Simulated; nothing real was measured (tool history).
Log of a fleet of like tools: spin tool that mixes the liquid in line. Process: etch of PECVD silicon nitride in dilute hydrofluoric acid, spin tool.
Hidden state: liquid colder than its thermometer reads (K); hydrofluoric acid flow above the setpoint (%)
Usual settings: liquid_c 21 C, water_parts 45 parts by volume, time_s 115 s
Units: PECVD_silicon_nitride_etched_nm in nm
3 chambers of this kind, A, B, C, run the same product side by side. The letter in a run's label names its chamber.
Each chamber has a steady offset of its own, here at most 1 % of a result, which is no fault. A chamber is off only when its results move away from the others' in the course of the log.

run	hour	liquid_c	water_parts	time_s	hours since the thermometer was replaced	hours since the hydrofluoric acid flow meter was replaced	read-back film thickness of the PECVD silicon nitride reference wafer, read on the same gauge (nm)	PECVD_silicon_nitride_etched_nm
1A	7	21	45	115	987.4	805.2	150.01	7.0997
2B	11.1	21	45	115	204.6	1654.7	149.95	7.0153
3C	19.1	21	45	115	1377.6	1088.5	150	7.05
4B	25.3	21	45	115	218.8	1668.9	150	7.0369
5C	32.5	21	45	115	1391	1101.9	149.99	7.1463
6A	37.2	21	45	115	1017.6	835.4	149.99	7.0712
7B	44.7	21	45	115	238.2	1688.3	150.02	7.0803
8C	49.3	21	45	115	1407.8	1118.7	150	7.0567
9A	57.3	21	45	115	1037.7	855.5	150	7.0669
10C	65.4	17.5	45	115	1423.9	1134.8	150.02	5.53
11A	69.3	17.5	45	115	1049.7	867.5	150.02	5.4647
12B	76.5	17.5	45	115	270	1720.1	150	5.6163
13A	83.6	23.5	45	80	1064	881.8	149.99	5.8444
# hour 91.4: chamber B: hydrofluoric acid flow meter replaced
14C	91.5	23.5	45	80	1450	1160.9	149.98	5.9119
15B	97.9	23.5	45	80	291.4	6.5	149.99	5.9279
16A	106	21	45	115	1086.4	904.2	150.01	6.9578
17B	114.4	21	45	115	307.9	23	150	7.0724
18C	118.7	21	45	115	1477.2	1188.1	149.99	7.1819
19B	123.4	21	45	115	316.9	32	149.99	7.0641
20A	130.4	25	45	115	1110.8	928.6	150	9.278
21C	137.1	25	45	115	1495.6	1206.5	150	9.5262
22C	145.5	25	45	115	1504	1214.9	149.99	9.6117
23B	153.7	21	45	115	347.2	62.3	150	7.1281
24A	158.3	21	45	115	1138.7	956.5	150.02	7.0556
25B	163.3	21	45	115	356.8	71.9	150.03	7.0523
26C	170.6	21	45	115	1529.1	1240	150.04	7.2244
27A	174.7	21	45	115	1155.1	972.9	149.97	6.9893
28C	178.6	23.5	60	115	1537.1	1248	150	6.5602
29B	183	23.5	60	115	376.5	91.6	150.01	6.2887

Is one chamber off against the others, does the gauge drift, or is nothing wrong? If a chamber is off, say which, and what the likeliest cause is.

Chamber C drifts away from the others.
Cause: hydrofluoric acid flow above the setpoint (%) = 3.59.
The log may not tell that from: liquid hotter than its thermometer reads (K).

Here are 4 candidates for chamber C's next run, each the usual settings with a change, their results left as question marks. Which one brings its results back in line with what the others give on the usual settings?
In line means no further than this from the other chambers' mean on the usual settings: PECVD_silicon_nitride_etched_nm 0.15 nm
30C-1	189.1	21.5	45	115				?
30C-2	189.1	20.5	45	115				?
30C-3	189.1	22	45	115				?
30C-4	189.1	20	45	115				?

The other chambers' mean on the usual settings: PECVD_silicon_nitride_etched_nm 7.0881 nm
run	PECVD_silicon_nitride_etched_nm
30C-1	7.527
30C-2	7.0141
30C-3	7.7959
30C-4	6.7742
30C-2 brings the chamber back in line.
